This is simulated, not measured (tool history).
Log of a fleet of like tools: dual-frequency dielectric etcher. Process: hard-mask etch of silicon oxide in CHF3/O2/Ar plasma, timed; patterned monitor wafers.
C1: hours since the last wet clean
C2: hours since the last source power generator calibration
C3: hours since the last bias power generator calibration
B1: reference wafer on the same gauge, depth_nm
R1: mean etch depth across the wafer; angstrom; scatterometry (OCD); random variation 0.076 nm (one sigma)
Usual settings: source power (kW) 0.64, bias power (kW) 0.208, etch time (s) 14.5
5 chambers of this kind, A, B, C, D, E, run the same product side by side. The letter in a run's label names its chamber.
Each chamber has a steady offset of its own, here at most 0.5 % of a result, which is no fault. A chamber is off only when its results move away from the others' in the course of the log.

{"run": "1B", "day": 0.546, "source power (kW)": 0.64, "bias power (kW)": 0.208, "etch time (s)": 14.5, "C1": 244.8, "C2": 2061.1, "C3": 1830.3, "B1": 26.003, "R1": 307.3}
{"run": "2E", "day": 0.808, "source power (kW)": 0.64, "bias power (kW)": 0.208, "etch time (s)": 14.5, "C1": 470.7, "C2": 951.2, "C3": 2940.9, "B1": 25.989, "R1": 310.07}
{"run": "3C", "day": 1.246, "source power (kW)": 0.64, "bias power (kW)": 0.208, "etch time (s)": 14.5, "C1": 174.6, "C2": 2657.3, "C3": 1099.7, "B1": 25.996, "R1": 309.22}
{"day": 1.629, "done": "chamber E: wet clean of the chamber"}
{"run": "4D", "day": 1.725, "source power (kW)": 0.64, "bias power (kW)": 0.208, "etch time (s)": 14.5, "C1": 176.7, "C2": 1359.2, "C3": 1055.6, "B1": 26.004, "R1": 307.95}
{"run": "5A", "day": 2.079, "source power (kW)": 0.64, "bias power (kW)": 0.208, "etch time (s)": 14.5, "C1": 169.2, "C2": 91.9, "C3": 1657.7, "B1": 25.988, "R1": 308.58}
{"run": "6C", "day": 2.475, "source power (kW)": 0.64, "bias power (kW)": 0.208, "etch time (s)": 14.5, "C1": 204.1, "C2": 2686.8, "C3": 1129.2, "B1": 25.989, "R1": 309.15}
{"run": "7B", "day": 2.738, "source power (kW)": 0.64, "bias power (kW)": 0.208, "etch time (s)": 14.5, "C1": 297.4, "C2": 2113.7, "C3": 1882.9, "B1": 26.022, "R1": 308.4}
{"run": "8A", "day": 3.25, "source power (kW)": 0.64, "bias power (kW)": 0.208, "etch time (s)": 14.5, "C1": 197.3, "C2": 120, "C3": 1685.8, "B1": 26, "R1": 308.17}
{"run": "9E", "day": 3.712, "source power (kW)": 0.64, "bias power (kW)": 0.208, "etch time (s)": 14.5, "C1": 50.1, "C2": 1020.9, "C3": 3010.6, "B1": 25.999, "R1": 308.15}
{"run": "10D", "day": 4.279, "source power (kW)": 0.64, "bias power (kW)": 0.208, "etch time (s)": 14.5, "C1": 238, "C2": 1420.5, "C3": 1116.9, "B1": 25.99, "R1": 307.31}
{"run": "11E", "day": 4.754, "source power (kW)": 0.64, "bias power (kW)": 0.208, "etch time (s)": 14.5, "C1": 75.1, "C2": 1045.9, "C3": 3035.6, "B1": 26.021, "R1": 309.28}
{"run": "12D", "day": 5.288, "source power (kW)": 0.64, "bias power (kW)": 0.208, "etch time (s)": 14.5, "C1": 262.2, "C2": 1444.7, "C3": 1141.1, "B1": 26.009, "R1": 309.24}
{"day": 5.412, "done": "chamber B: source power generator calibrated"}
{"run": "13B", "day": 5.604, "source power (kW)": 0.64, "bias power (kW)": 0.208, "etch time (s)": 14.5, "C1": 366.2, "C2": 4.7, "C3": 1951.7, "B1": 25.992, "R1": 301.34}
{"run": "14C", "day": 6.058, "source power (kW)": 0.64, "bias power (kW)": 0.208, "etch time (s)": 14.5, "C1": 290.1, "C2": 2772.8, "C3": 1215.2, "B1": 26, "R1": 308.74}
{"day": 6.308, "done": "chamber B: wet clean of the chamber"}
{"run": "15A", "day": 6.321, "source power (kW)": 0.64, "bias power (kW)": 0.208, "etch time (s)": 14.5, "C1": 271, "C2": 193.7, "C3": 1759.5, "B1": 26.02, "R1": 307.62}
{"run": "16A", "day": 6.8, "source power (kW)": 0.64, "bias power (kW)": 0.208, "etch time (s)": 14.5, "C1": 282.5, "C2": 205.2, "C3": 1771, "B1": 26, "R1": 309.13}
{"run": "17B", "day": 7.196, "source power (kW)": 0.64, "bias power (kW)": 0.208, "etch time (s)": 14.5, "C1": 21.4, "C2": 42.9, "C3": 1989.9, "B1": 26.008, "R1": 302.9}
{"run": "18D", "day": 7.604, "source power (kW)": 0.64, "bias power (kW)": 0.208, "etch time (s)": 14.5, "C1": 317.8, "C2": 1500.3, "C3": 1196.7, "B1": 26.005, "R1": 307.54}
{"run": "19E", "day": 8.088, "source power (kW)": 0.64, "bias power (kW)": 0.208, "etch time (s)": 14.5, "C1": 155.1, "C2": 1125.9, "C3": 3115.6, "B1": 25.991, "R1": 310.1}
{"run": "20C", "day": 8.483, "source power (kW)": 0.64, "bias power (kW)": 0.208, "etch time (s)": 14.5, "C1": 348.3, "C2": 2831, "C3": 1273.4, "B1": 26.019, "R1": 310.29}
{"run": "21C", "day": 8.958, "source power (kW)": 0.64, "bias power (kW)": 0.208, "etch time (s)": 14.5, "C1": 359.7, "C2": 2842.4, "C3": 1284.8, "B1": 26.001, "R1": 308.45}
{"run": "22A", "day": 9.5, "source power (kW)": 0.51, "bias power (kW)": 0.208, "etch time (s)": 16.5, "C1": 347.3, "C2": 270, "C3": 1835.8, "B1": 26.003, "R1": 322.41}
{"run": "23B", "day": 9.762, "source power (kW)": 0.51, "bias power (kW)": 0.208, "etch time (s)": 16.5, "C1": 83, "C2": 104.5, "C3": 2051.5, "B1": 26.002, "R1": 317.48}
{"day": 10.146, "done": "chamber C: source power generator calibrated"}
{"run": "24E", "day": 10.146, "source power (kW)": 0.51, "bias power (kW)": 0.208, "etch time (s)": 16.5, "C1": 204.5, "C2": 1175.3, "C3": 3165, "B1": 25.993, "R1": 321.52}
{"run": "25D", "day": 10.512, "source power (kW)": 0.51, "bias power (kW)": 0.208, "etch time (s)": 16.5, "C1": 387.6, "C2": 1570.1, "C3": 1266.5, "B1": 25.999, "R1": 322.73}
{"run": "26A", "day": 10.775, "source power (kW)": 0.51, "bias power (kW)": 0.208, "etch time (s)": 16.5, "C1": 377.9, "C2": 300.6, "C3": 1866.4, "B1": 25.983, "R1": 321.47}
{"run": "27C", "day": 11.242, "source power (kW)": 0.64, "bias power (kW)": 0.208, "etch time (s)": 14.5, "C1": 414.5, "C2": 26.3, "C3": 1339.6, "B1": 26.007, "R1": 308.68}
{"run": "28D", "day": 11.521, "source power (kW)": 0.64, "bias power (kW)": 0.208, "etch time (s)": 14.5, "C1": 411.8, "C2": 1594.3, "C3": 1290.7, "B1": 26.008, "R1": 307.98}
{"day": 11.808, "done": "chamber A: wet clean of the chamber"}
{"run": "29E", "day": 12.012, "source power (kW)": 0.64, "bias power (kW)": 0.208, "etch time (s)": 14.5, "C1": 249.3, "C2": 1220.1, "C3": 3209.8, "B1": 26.004, "R1": 309.33}
{"run": "30B", "day": 12.429, "source power (kW)": 0.55, "bias power (kW)": 0.258, "etch time (s)": 14.5, "C1": 147, "C2": 168.5, "C3": 2115.5, "B1": 26.013, "R1": 307.6}
{"run": "31B", "day": 12.938, "source power (kW)": 0.55, "bias power (kW)": 0.258, "etch time (s)": 14.5, "C1": 159.2, "C2": 180.7, "C3": 2127.7, "B1": 26.003, "R1": 308.47}
{"run": "32A", "day": 13.204, "source power (kW)": 0.55, "bias power (kW)": 0.258, "etch time (s)": 14.5, "C1": 33.6, "C2": 358.9, "C3": 1924.7, "B1": 25.99, "R1": 314.16}
{"run": "33D", "day": 13.475, "source power (kW)": 0.55, "bias power (kW)": 0.258, "etch time (s)": 14.5, "C1": 458.7, "C2": 1641.2, "C3": 1337.6, "B1": 26.009, "R1": 313.55}
{"run": "34C", "day": 13.758, "source power (kW)": 0.55, "bias power (kW)": 0.258, "etch time (s)": 14.5, "C1": 474.9, "C2": 86.7, "C3": 1400, "B1": 25.987, "R1": 314.75}
{"run": "35E", "day": 14.15, "source power (kW)": 0.64, "bias power (kW)": 0.208, "etch time (s)": 14.5, "C1": 300.6, "C2": 1271.4, "C3": 3261.1, "B1": 25.996, "R1": 308.38}
{"run": "36E", "day": 14.488, "source power (kW)": 0.73, "bias power (kW)": 0.19, "etch time (s)": 14.5, "C1": 308.7, "C2": 1279.5, "C3": 3269.2, "B1": 26.011, "R1": 315.45}
{"run": "37D", "day": 15.017, "source power (kW)": 0.73, "bias power (kW)": 0.19, "etch time (s)": 14.5, "C1": 495.7, "C2": 1678.2, "C3": 1374.6, "B1": 26.003, "R1": 314.41}

Is one chamber off against the others, does the gauge drift, or is nothing wrong? If a chamber is off, say which, and what the likeliest cause is.

A service left chamber B off against the others.
Cause: source power that arrives under what is set, % = 4.41.

Here are 4 candidates for chamber B's next run, each the usual settings with a change, their results left as question marks. Which one brings its results back in line with what the others give on the usual settings?
In line means no further than this from the other chambers' mean on the usual settings: R1 2.7 angstrom
{"run": "38B-1", "day": 15.425, "source power (kW)": 0.62, "bias power (kW)": 0.204, "etch time (s)": 14.5, "R1": "?"}
{"run": "38B-2", "day": 15.425, "source power (kW)": 0.64, "bias power (kW)": 0.188, "etch time (s)": 14.5, "R1": "?"}
{"run": "38B-3", "day": 15.425, "source power (kW)": 0.64, "bias power (kW)": 0.218, "etch time (s)": 14.5, "R1": "?"}
{"run": "38B-4", "day": 15.425, "source power (kW)": 0.64, "bias power (kW)": 0.208, "etch time (s)": 15, "R1": "?"}

The other chambers' mean on the usual settings: R1 308.48 angstrom
run=38B-1 R1=297.85
run=38B-2 R1=293.35
run=38B-3 R1=308.42
run=38B-4 R1=313.97
38B-3 brings the chamber back in line.
